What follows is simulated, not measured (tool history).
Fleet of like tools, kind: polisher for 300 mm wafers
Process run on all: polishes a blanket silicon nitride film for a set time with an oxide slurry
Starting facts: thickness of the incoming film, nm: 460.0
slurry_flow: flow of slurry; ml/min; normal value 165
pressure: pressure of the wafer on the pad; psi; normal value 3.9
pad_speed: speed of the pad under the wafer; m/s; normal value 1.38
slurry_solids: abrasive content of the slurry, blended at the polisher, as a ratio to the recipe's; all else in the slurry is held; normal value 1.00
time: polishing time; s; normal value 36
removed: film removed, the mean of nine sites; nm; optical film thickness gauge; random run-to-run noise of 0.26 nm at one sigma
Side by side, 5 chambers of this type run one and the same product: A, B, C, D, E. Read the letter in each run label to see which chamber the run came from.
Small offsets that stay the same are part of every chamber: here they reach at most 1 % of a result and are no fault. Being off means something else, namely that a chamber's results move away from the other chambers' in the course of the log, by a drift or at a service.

| run | hour | slurry_flow | pressure | pad_speed | slurry_solids | time | removed |
|---|---|---|---|---|---|---|---|
|  | 7.1 | chamber A: worn pad replaced by a new one |
|  | 11.9 | chamber D: slurry nozzle cleaned |
| 1E | 12.9 | 165 | 3.9 | 1.38 | 1.00 | 36 | 31.583 |
| 2C | 25.9 | 165 | 3.9 | 1.38 | 1.00 | 36 | 31.311 |
|  | 32.3 | chamber B: slurry blender recalibrated |
| 3D | 35.5 | 165 | 3.9 | 1.38 | 1.00 | 36 | 31.357 |
|  | 37.0 | chamber A: slurry blender recalibrated |
|  | 44.9 | chamber E: head pressure recalibrated |
| 4B | 45.2 | 165 | 3.9 | 1.38 | 1.00 | 36 | 31.532 |
|  | 45.5 | chamber C: worn pad replaced by a new one |
|  | 50.9 | chamber B: worn pad replaced by a new one |
| 5A | 57.9 | 165 | 3.9 | 1.38 | 1.00 | 36 | 31.387 |
| 6A | 65.5 | 165 | 3.9 | 1.38 | 1.00 | 36 | 31.228 |
|  | 72.5 | chamber E: worn pad replaced by a new one |
|  | 74.0 | chamber D: worn pad replaced by a new one |
| 7C | 77.4 | 165 | 3.9 | 1.38 | 1.00 | 36 | 31.526 |
| 8B | 85.2 | 165 | 3.9 | 1.38 | 1.00 | 36 | 31.520 |
| 9E | 93.1 | 165 | 3.9 | 1.38 | 1.00 | 36 | 30.905 |
| 10D | 100.6 | 165 | 3.9 | 1.38 | 1.00 | 36 | 31.570 |
|  | 101.2 | chamber D: conditioning disc replaced and pad reconditioned |
| 11B | 110.3 | 165 | 3.9 | 1.38 | 1.00 | 36 | 31.951 |
|  | 114.2 | chamber E: slurry blender recalibrated |
| 12E | 118.7 | 165 | 3.9 | 1.38 | 1.00 | 36 | 31.640 |
| 13C | 131.9 | 165 | 3.9 | 1.38 | 1.00 | 36 | 31.548 |
|  | 138.6 | chamber B: slurry blender recalibrated |
| 14A | 138.6 | 165 | 3.9 | 1.38 | 1.00 | 36 | 31.036 |
|  | 146.6 | chamber C: conditioning disc replaced and pad reconditioned |
|  | 147.0 | chamber A: worn pad replaced by a new one |
|  | 148.6 | chamber C: worn pad replaced by a new one |
|  | 149.7 | chamber D: worn pad replaced by a new one |
| 15D | 151.3 | 165 | 3.9 | 1.38 | 1.00 | 36 | 31.527 |
|  | 151.9 | chamber B: worn pad replaced by a new one |
|  | 152.4 | chamber A: slurry nozzle cleaned |
| 16B | 158.5 | 165 | 3.9 | 1.38 | 1.25 | 36 | 34.436 |
|  | 162.8 | chamber E: worn pad replaced by a new one |
| 17C | 166.9 | 165 | 3.9 | 1.38 | 1.25 | 36 | 34.764 |
|  | 175.9 | chamber A: conditioning disc replaced and pad reconditioned |
| 18D | 177.3 | 165 | 3.9 | 1.38 | 1.25 | 36 | 34.688 |
| 19E | 186.1 | 165 | 3.9 | 1.38 | 1.25 | 36 | 34.529 |
|  | 187.8 | chamber C: slurry blender recalibrated |
| 20A | 195.6 | 165 | 3.9 | 1.38 | 1.25 | 36 | 34.902 |
| 21E | 206.9 | 165 | 3.9 | 1.38 | 1.00 | 36 | 31.279 |
| 22A | 215.8 | 165 | 3.9 | 1.38 | 1.00 | 36 | 31.320 |
|  | 222.1 | chamber C: slurry nozzle cleaned |
| 23D | 229.1 | 165 | 3.9 | 1.38 | 1.00 | 36 | 31.802 |
|  | 229.3 | chamber C: worn pad replaced by a new one |
|  | 232.5 | chamber D: worn pad replaced by a new one |
|  | 235.1 | chamber B: worn pad replaced by a new one |
| 24C | 238.2 | 165 | 3.9 | 1.38 | 1.00 | 45 | 39.505 |
|  | 239.2 | chamber E: slurry blender recalibrated |
|  | 245.3 | chamber B: conditioning disc replaced and pad reconditioned |
|  | 247.8 | chamber E: worn pad replaced by a new one |
| 25B | 251.3 | 165 | 3.9 | 1.38 | 1.00 | 45 | 39.416 |
|  | 257.4 | chamber E: conditioning disc replaced and pad reconditioned |
|  | 260.8 | chamber B: slurry blender recalibrated |
| 26B | 264.5 | 165 | 3.9 | 1.38 | 1.00 | 45 | 39.517 |
| 27D | 277.0 | 165 | 3.9 | 1.38 | 1.00 | 45 | 39.526 |
| 28A | 289.4 | 165 | 3.9 | 1.38 | 1.00 | 45 | 39.012 |
| 29C | 296.0 | 165 | 3.9 | 1.38 | 1.00 | 36 | 31.634 |
|  | 303.9 | chamber A: worn pad replaced by a new one |
| 30E | 308.8 | 165 | 3.9 | 1.38 | 1.00 | 36 | 31.210 |
|  | 310.7 | chamber D: worn pad replaced by a new one |
|  | 313.0 | chamber B: worn pad replaced by a new one |
| 31A | 321.9 | 165 | 3.9 | 1.38 | 1.00 | 36 | 31.205 |
| 32C | 330.0 | 165 | 3.9 | 1.38 | 1.00 | 36 | 31.749 |
|  | 340.4 | chamber E: worn pad replaced by a new one |
| 33E | 341.8 | 165 | 3.9 | 1.38 | 1.00 | 36 | 31.295 |
| 34B | 348.9 | 165 | 3.9 | 1.38 | 1.00 | 36 | 31.641 |
| 35D | 360.6 | 165 | 3.9 | 1.38 | 1.00 | 36 | 31.705 |
| 36D | 372.6 | 165 | 3.9 | 1.38 | 1.00 | 36 | 31.983 |

Decide between three cases: one chamber stands off from its peers, the gauge reading all wafers drifts, or nothing is wrong past each chamber's small offset. Where a chamber is off, say which and what most likely put it there.

No chamber stands off beyond its own small offset, and the gauge holds steady.

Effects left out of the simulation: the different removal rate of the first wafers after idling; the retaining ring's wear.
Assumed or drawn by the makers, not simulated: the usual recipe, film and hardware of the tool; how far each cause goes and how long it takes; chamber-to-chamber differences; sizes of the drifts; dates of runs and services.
